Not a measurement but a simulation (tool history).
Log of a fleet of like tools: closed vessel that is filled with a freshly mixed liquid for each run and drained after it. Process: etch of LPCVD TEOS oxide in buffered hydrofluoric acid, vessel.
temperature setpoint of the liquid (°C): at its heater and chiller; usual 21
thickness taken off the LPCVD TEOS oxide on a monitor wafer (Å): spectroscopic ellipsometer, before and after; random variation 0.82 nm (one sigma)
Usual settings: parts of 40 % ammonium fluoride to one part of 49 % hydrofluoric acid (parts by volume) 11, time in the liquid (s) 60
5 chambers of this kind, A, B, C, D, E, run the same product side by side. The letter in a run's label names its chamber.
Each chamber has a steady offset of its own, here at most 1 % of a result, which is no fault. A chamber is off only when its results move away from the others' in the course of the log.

run   hour  temperature setpoint of the liquid (°C)  parts of 40 % ammonium fluoride to one part of 49 % hydrofluoric acid (parts by volume)  time in the liquid (s)  hours since the thermometer was replaced  hours since the hydrofluoric acid flow meter was replaced  read-back film thickness of the LPCVD TEOS oxide reference wafer, read on the same gauge (nm)  thickness taken off the LPCVD TEOS oxide on a monitor wafer (Å)
 1A    5.1                                       21                                                                                       11                      60                                    1774.7                                                      309.8                                                                                         60.022                                                           1836.6
 2C    8.2                                       21                                                                                       11                      60                                     497.3                                                      969.4                                                                                         60.049                                                           1816.5
 3B   11.9                                       21                                                                                       11                      60                                    1324.2                                                     1475.8                                                                                         59.998                                                           1833.7
 4D   18.4                                       21                                                                                       11                      60                                     362.1                                                      543.3                                                                                         60.003                                                           1835.2
 5E   23.5                                       21                                                                                       14                      80                                    2294.9                                                      621.3                                                                                         60.025                                                           1937.9
 6A   27.8                                       21                                                                                       14                      80                                    1797.4                                                      332.5                                                                                         59.992                                                           1910.5
 7D     32                                       21                                                                                       14                      80                                     375.7                                                      556.9                                                                                         60.017                                                           1919.7
 8C   37.5                                       21                                                                                       14                      80                                     526.6                                                      998.7                                                                                         59.981                                                           1927.9
 9B   43.6                                       21                                                                                       14                      80                                    1355.9                                                     1507.5                                                                                         59.953                                                           1919.2
10E   49.3                                       21                                                                                       11                      60                                    2320.7                                                      647.1                                                                                         60.006                                                           1830.9
11C   56.1                                       21                                                                                       11                      60                                     545.2                                                     1017.3                                                                                         59.955                                                           1821.5
12E   60.8                                       21                                                                                       11                      60                                    2332.2                                                      658.6                                                                                         60.001                                                           1844.9
13D   64.8                                       21                                                                                       11                      60                                     408.5                                                      589.7                                                                                         59.985                                                           1839.4
14A   69.6                                       21                                                                                       11                      60                                    1839.2                                                      374.3                                                                                         59.997                                                           1834.6
15B   74.9                                       21                                                                                       11                      60                                    1387.2                                                     1538.8                                                                                         60.034                                                           1817.1
16B   79.5                                       24                                                                                       11                      60                                    1391.8                                                     1543.4                                                                                         59.996                                                           2166.9
17C   83.5                                       24                                                                                       11                      60                                     572.6                                                     1044.7                                                                                          60.02                                                           2149.3
18D   86.8                                       24                                                                                       11                      60                                     430.5                                                      611.7                                                                                         60.011                                                           2164.8
      87.3  -- chamber B: hydrofluoric acid flow meter replaced
19A   90.4                                       24                                                                                       11                      60                                      1860                                                      395.1                                                                                         60.011                                                           2168.8
20E   94.3                                       24                                                                                       11                      60                                    2365.7                                                      692.1                                                                                         60.026                                                           2159.9
21B   99.8                                       21                                                                                       11                      60                                    1412.1                                                       12.6                                                                                         60.019                                                           1815.6
22E    105                                       21                                                                                       11                      60                                    2376.4                                                      702.8                                                                                         60.044                                                           1851.7
23C  109.6                                       21                                                                                       11                      60                                     598.7                                                     1070.8                                                                                         60.014                                                           1822.3
24A  115.3                                       21                                                                                       11                      60                                    1884.9                                                        420                                                                                         60.031                                                           1830.3
25D  121.2                                       21                                                                                       11                      60                                     464.9                                                      646.1                                                                                         59.975                                                           1828.7
26B  124.4                                       21                                                                                       11                      60                                    1436.7                                                       37.2                                                                                         59.986                                                           1837.2
27D  130.6                                       21                                                                                       11                      60                                     474.3                                                      655.5                                                                                             60                                                           1821.6
28E  135.6                                       21                                                                                       11                      60                                      2407                                                      733.4                                                                                         60.002                                                           1829.6
29C  142.2                                       21                                                                                       11                      60                                     631.3                                                     1103.4                                                                                         60.031                                                           1819.8
30A  147.5                                     18.5                                                                                       11                      85                                    1917.1                                                      452.2                                                                                         59.999                                                           2250.7
31E    152                                     18.5                                                                                       11                      85                                    2423.4                                                      749.8                                                                                         59.976                                                           2263.3
32B  158.5                                     18.5                                                                                       11                      85                                    1470.8                                                       71.3                                                                                         60.007                                                           2223.6
33A  164.7                                     18.5                                                                                       11                      85                                    1934.3                                                      469.4                                                                                          60.01                                                           2219.9
34D  169.7                                     18.5                                                                                       11                      85                                     513.4                                                      694.6                                                                                         60.001                                                           2264.1
35C  175.8                                       21                                                                                       11                      60                                     664.9                                                       1137                                                                                         60.051                                                           1826.6
36C  180.2                                       21                                                                                       11                      60                                     669.3                                                     1141.4                                                                                         59.991                                                           1821.4

Next, every chamber runs the same settings. What will each give?
37A  185.2                                       21                                                                                       11                      60                                                                                                                                                                                                                                                                    ?
37B  185.2                                       21                                                                                       11                      60                                                                                                                                                                                                                                                                    ?
37C  185.2                                       21                                                                                       11                      60                                                                                                                                                                                                                                                                    ?
37D  185.2                                       21                                                                                       11                      60                                                                                                                                                                                                                                                                    ?
37E  185.2                                       21                                                                                       11                      60                                                                                                                                                                                                                                                                    ?

run  thickness taken off the LPCVD TEOS oxide on a monitor wafer (Å)
37A                                                             1832
37B                                                           1828.3
37C                                                           1817.3
37D                                                           1829.2
37E                                                           1828.9
